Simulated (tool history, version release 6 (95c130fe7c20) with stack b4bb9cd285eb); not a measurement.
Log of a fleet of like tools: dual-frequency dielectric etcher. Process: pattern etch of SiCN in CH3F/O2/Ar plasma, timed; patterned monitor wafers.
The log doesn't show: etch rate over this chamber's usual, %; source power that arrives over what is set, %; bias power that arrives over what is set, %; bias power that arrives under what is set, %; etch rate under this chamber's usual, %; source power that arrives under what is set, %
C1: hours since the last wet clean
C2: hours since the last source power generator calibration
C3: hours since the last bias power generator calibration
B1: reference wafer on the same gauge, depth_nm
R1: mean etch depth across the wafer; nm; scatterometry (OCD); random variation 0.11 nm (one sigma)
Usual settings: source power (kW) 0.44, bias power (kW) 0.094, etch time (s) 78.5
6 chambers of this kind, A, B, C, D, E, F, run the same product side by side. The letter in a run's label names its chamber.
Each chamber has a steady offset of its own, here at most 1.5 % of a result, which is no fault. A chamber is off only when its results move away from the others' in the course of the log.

Run 1B, day 0.262: usual settings; C1 409.2; C2 3161.8; C3 3363.9; B1 30.128. Result: R1 33.269 nm.
Run 2E, day 0.546: usual settings; C1 408.9; C2 2178.4; C3 2955.9; B1 30.101. Result: R1 33.606 nm.
At day 0.621: chamber B: wet clean of the chamber.
Run 3D, day 0.879: usual settings; C1 246.7; C2 536.5; C3 2577.1; B1 30.106. Result: R1 33.559 nm.
Run 4A, day 1.175: usual settings; C1 87.6; C2 3322.5; C3 2546.8; B1 30.093. Result: R1 33.591 nm.
Run 5F, day 1.621: usual settings; C1 405.8; C2 880.9; C3 139.9; B1 30.097. Result: R1 34.04 nm.
Run 6C, day 2.221: usual settings; C1 279.9; C2 179.3; C3 801; B1 30.115. Result: R1 33.691 nm.
Run 7C, day 2.588: usual settings; C1 288.7; C2 188.1; C3 809.8; B1 30.118. Result: R1 33.76 nm.
Run 8B, day 3.138: usual settings; C1 60.5; C2 3230.8; C3 3432.9; B1 30.072. Result: R1 33.174 nm.
At day 3.229: chamber F: wet clean of the chamber.
Run 9F, day 3.729: usual settings; C1 12.1; C2 931.5; C3 190.5; B1 30.084. Result: R1 33.8 nm.
Run 10E, day 4.267: usual settings; C1 498.2; C2 2267.7; C3 3045.2; B1 30.064. Result: R1 33.737 nm.
Run 11D, day 4.525: usual settings but etch time (s) 61; C1 334.2; C2 624; C3 2664.6; B1 30.122. Result: R1 26.049 nm.
Run 12A, day 4.812: usual settings but etch time (s) 61; C1 174.9; C2 3409.8; C3 2634.1; B1 30.113. Result: R1 25.974 nm.
At day 5.071: chamber D: wet clean of the chamber.
Run 13D, day 5.288: usual settings but etch time (s) 61; C1 5.2; C2 642.3; C3 2682.9; B1 30.073. Result: R1 26.097 nm.
Run 14C, day 5.567: usual settings but etch time (s) 61; C1 360.2; C2 259.6; C3 881.3; B1 30.14. Result: R1 26.213 nm.
Run 15F, day 6.117: usual settings but etch time (s) 61; C1 69.4; C2 988.8; C3 247.8; B1 30.097. Result: R1 26.383 nm.
Run 16E, day 6.521: usual settings but etch time (s) 61; C1 552.3; C2 2321.8; C3 3099.3; B1 30.086. Result: R1 26.382 nm.
Run 17A, day 7.121: usual settings but bias power (kW) 0.112, etch time (s) 98; C1 230.3; C2 3465.2; C3 2689.5; B1 30.116. Result: R1 44.915 nm.
Run 18B, day 7.467: usual settings but bias power (kW) 0.112, etch time (s) 98; C1 164.4; C2 3334.7; C3 3536.8; B1 30.08. Result: R1 44.226 nm.
Run 19B, day 7.942: usual settings but bias power (kW) 0.112, etch time (s) 98; C1 175.8; C2 3346.1; C3 3548.2; B1 30.101. Result: R1 44.465 nm.
Run 20D, day 8.279: usual settings but bias power (kW) 0.112, etch time (s) 98; C1 77; C2 714.1; C3 2754.7; B1 30.107. Result: R1 44.631 nm.
Run 21C, day 8.842: usual settings but bias power (kW) 0.112, etch time (s) 98; C1 438.8; C2 338.2; C3 959.9; B1 30.093. Result: R1 45.167 nm.
At day 8.942: chamber E: bias power generator calibrated.
Run 22E, day 9.383: usual settings but bias power (kW) 0.112, etch time (s) 98; C1 621; C2 2390.5; C3 10.6; B1 30.097. Result: R1 44.81 nm.
Run 23F, day 9.917: usual settings; C1 160.6; C2 1080; C3 339; B1 30.1. Result: R1 33.883 nm.
Run 24A, day 10.246: usual settings; C1 305.3; C2 3540.2; C3 2764.5; B1 30.081. Result: R1 33.458 nm.
At day 10.483: chamber B: bias power generator calibrated.
Run 25A, day 10.662: usual settings; C1 315.3; C2 3550.2; C3 2774.5; B1 30.086. Result: R1 33.665 nm.
Run 26D, day 10.929: usual settings; C1 140.6; C2 777.7; C3 2818.3; B1 30.113. Result: R1 33.756 nm.
At day 11.217: chamber E: wet clean of the chamber.
Run 27B, day 11.508: usual settings but etch time (s) 98.5; C1 261.4; C2 3431.7; C3 24.7; B1 30.073. Result: R1 41.732 nm.
Run 28F, day 11.838: usual settings but etch time (s) 98.5; C1 206.7; C2 1126.1; C3 385.1; B1 30.111. Result: R1 42.417 nm.
Run 29E, day 12.221: usual settings but etch time (s) 98.5; C1 24.2; C2 2458.6; C3 78.7; B1 30.074. Result: R1 44.347 nm.
Run 30C, day 12.554: usual settings but etch time (s) 98.5; C1 527.9; C2 427.3; C3 1049; B1 30.082. Result: R1 42.368 nm.
Run 31E, day 12.833: usual settings but etch time (s) 98.5; C1 38.9; C2 2473.3; C3 93.4; B1 30.097. Result: R1 44.192 nm.
Run 32C, day 13.225: usual settings but etch time (s) 98.5; C1 544; C2 443.4; C3 1065.1; B1 30.088. Result: R1 42.342 nm.
Run 33F, day 13.767: usual settings; C1 253; C2 1172.4; C3 431.4; B1 30.107. Result: R1 34.035 nm.
Run 34A, day 14.192: usual settings; C1 400; C2 3634.9; C3 2859.2; B1 30.115. Result: R1 33.617 nm.
Run 35D, day 14.612: usual settings; C1 229; C2 866.1; C3 2906.7; B1 30.117. Result: R1 33.663 nm.
Run 36B, day 15.1: usual settings; C1 347.6; C2 3517.9; C3 110.9; B1 30.071. Result: R1 33.307 nm.
At day 15.35: chamber E: source power generator calibrated.
Run 37E, day 15.417: usual settings; C1 100.9; C2 1.7; C3 155.4; B1 30.082. Result: R1 35.065 nm.
Run 38D, day 15.717: usual settings; C1 255.5; C2 892.6; C3 2933.2; B1 30.079. Result: R1 33.459 nm.
Run 39A, day 16.125: usual settings; C1 446.4; C2 3681.3; C3 2905.6; B1 30.116. Result: R1 33.455 nm.
At day 16.35: chamber B: wet clean of the chamber.
Run 40C, day 16.579: usual settings; C1 624.5; C2 523.9; C3 1145.6; B1 30.099. Result: R1 33.782 nm.
Run 41B, day 16.929: usual settings; C1 13.9; C2 3561.8; C3 154.8; B1 30.084. Result: R1 33.241 nm.
Run 42F, day 17.375: usual settings; C1 339.6; C2 1259; C3 518; B1 30.067. Result: R1 33.688 nm.
Run 43E, day 17.746: usual settings but bias power (kW) 0.08, etch time (s) 95.5; C1 156.8; C2 57.6; C3 211.3; B1 30.104. Result: R1 40.294 nm.
Run 44F, day 18.017: usual settings but bias power (kW) 0.08, etch time (s) 95.5; C1 355; C2 1274.4; C3 533.4; B1 30.106. Result: R1 38.806 nm.

What goes on in this fleet: one chamber off, a drifting gauge, or nothing beyond the chambers' own small offsets? Name the chamber and the cause, if any.

A service left chamber E off against the others.
Cause: etch rate over this chamber's usual, % = 4.43.

Here are 4 candidates for chamber E's next run, each the usual settings with a change, their results left as question marks. Which one brings its results back in line with what the others give on the usual settings?
In line means no further than this from the other chambers' mean on the usual settings: R1 0.4 nm
Run 45E-1, day 18.45: usual settings but bias power (kW) 0.095, etch time (s) 81.5. Result: R1 ?.
Run 45E-2, day 18.45: usual settings but source power (kW) 0.45, bias power (kW) 0.096, etch time (s) 83.5. Result: R1 ?.
Run 45E-3, day 18.45: usual settings but source power (kW) 0.43, etch time (s) 73.5. Result: R1 ?.
Run 45E-4, day 18.45: usual settings but bias power (kW) 0.083. Result: R1 ?.

The other chambers' mean on the usual settings: R1 33.641 nm
  run      R1
45E-1  36.646
45E-2  38.004
45E-3  32.643
45E-4  33.568
45E-4 brings the chamber back in line.

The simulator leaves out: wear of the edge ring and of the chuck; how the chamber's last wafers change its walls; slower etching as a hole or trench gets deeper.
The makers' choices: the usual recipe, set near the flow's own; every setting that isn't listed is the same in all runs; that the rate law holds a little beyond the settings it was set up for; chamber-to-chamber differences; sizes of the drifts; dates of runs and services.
